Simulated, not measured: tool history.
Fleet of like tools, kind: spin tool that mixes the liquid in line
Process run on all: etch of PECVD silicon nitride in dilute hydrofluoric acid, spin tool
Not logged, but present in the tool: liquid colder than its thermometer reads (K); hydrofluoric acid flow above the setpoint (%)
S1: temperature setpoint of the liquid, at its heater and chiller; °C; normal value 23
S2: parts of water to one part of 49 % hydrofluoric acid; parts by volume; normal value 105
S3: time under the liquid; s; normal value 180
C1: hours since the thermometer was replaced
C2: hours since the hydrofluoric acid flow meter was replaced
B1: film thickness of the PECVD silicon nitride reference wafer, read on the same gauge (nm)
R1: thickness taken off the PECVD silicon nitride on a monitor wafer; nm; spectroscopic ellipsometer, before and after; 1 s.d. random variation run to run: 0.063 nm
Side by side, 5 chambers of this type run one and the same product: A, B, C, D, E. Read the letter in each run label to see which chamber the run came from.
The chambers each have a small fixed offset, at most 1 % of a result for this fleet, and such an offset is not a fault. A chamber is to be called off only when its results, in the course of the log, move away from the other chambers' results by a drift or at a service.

run     day  S1   S2   S3     C1      C2      B1       R1
      0.317  -- chamber C: thermometer replaced
 1A   0.333  23  105  180  322.3   768.3  129.99   9.1430
 2C   0.738  23  105  180   10.1   502.6  130.00   9.1154
 3D   1.229  23  105  180  496.0  1075.6  130.02   9.0293
 4B   1.783  23  105  180  719.3   454.8  130.01   8.9721
 5E   2.258  23  125  255  695.5   406.7  129.98  10.6140
      2.558  -- chamber E: thermometer replaced
 6C   2.583  23  125  255   54.4   546.9  129.99  10.8240
      2.658  -- chamber B: thermometer replaced
 7D   2.908  23  125  255  536.3  1115.9  130.01  10.7020
 8B   3.396  23  125  255   17.7   493.5  130.03  10.8690
 9E   3.696  23  125  255   27.3   441.2  130.01  10.8140
10A   4.104  23  105  180  412.8   858.8  130.00   9.0595
11A   4.721  23  105  180  427.6   873.6  130.03   9.1926
12E   5.346  23   70  240   66.9   480.8  130.01  18.1320
      5.488  -- chamber D: hydrofluoric acid flow meter replaced
13B   5.800  23   70  240   75.4   551.2  130.01  18.1170
14C   6.121  23   70  240  139.3   631.8  129.98  18.1390
15D   6.500  23   70  240  622.5    24.4  129.99  17.9890
16B   7.067  23   70  240  105.8   581.6  130.01  18.1050
17C   7.658  23  125  140  176.2   668.7  129.99   5.9670
18D   8.104  23  125  140  661.0    62.9  129.98   5.9685
19A   8.617  23  125  140  521.1   967.1  130.00   5.9973
20E   8.992  23  125  140  154.4   568.3  129.99   5.9268
21B   9.608  23  125  140  166.8   642.6  130.01   5.9504
22E   9.958  23  105  240  177.6   591.5  129.99  12.1060
23D  10.317  23  105  240  714.1   116.0  130.00  12.0520
24A  10.629  23  105  240  569.4  1015.4  130.00  12.3660
25C  10.912  23  105  240  254.3   746.8  130.01  12.1500
26E  11.271  23  105  240  209.1   623.0  130.00  12.0470
27C  11.638  23  105  180  271.7   764.2  129.97   9.2079
28B  12.104  23  105  180  226.7   702.5  130.01   8.9719
29D  12.662  23   55   75  770.4   172.3  130.03   7.0934
30A  13.071  23   55   75  628.0  1074.0  129.99   7.2159
31E  13.625  23   55   75  265.6   679.5  130.00   7.1579
32C  14.071  23   55   75  330.1   822.6  130.00   7.3071
33B  14.650  23   55   75  287.8   763.6  130.04   7.1259
34A  15.171  20   70  180  678.4  1124.4  129.98  11.3200
35D  15.517  20   70  180  838.9   240.8  130.02  10.5970
36C  16.017  20   70  180  376.8   869.3  130.02  11.1670
37A  16.488  20   70  180  710.0  1156.0  130.00  11.3360
38D  17.000  20   70  180  874.5   276.4  130.02  10.6110
39B  17.525  23  105  180  356.8   832.6  130.03   9.1400

The same settings go to every chamber for the next run, one line per chamber below. Forecast the results for each:
40A  17.979  23  105  180               ?
40B  17.979  23  105  180               ?
40C  17.979  23  105  180               ?
40D  17.979  23  105  180               ?
40E  17.979  23  105  180               ?

run      R1
40A  9.1394
40B  8.9862
40C  9.1748
40D  8.6302
40E  9.0873
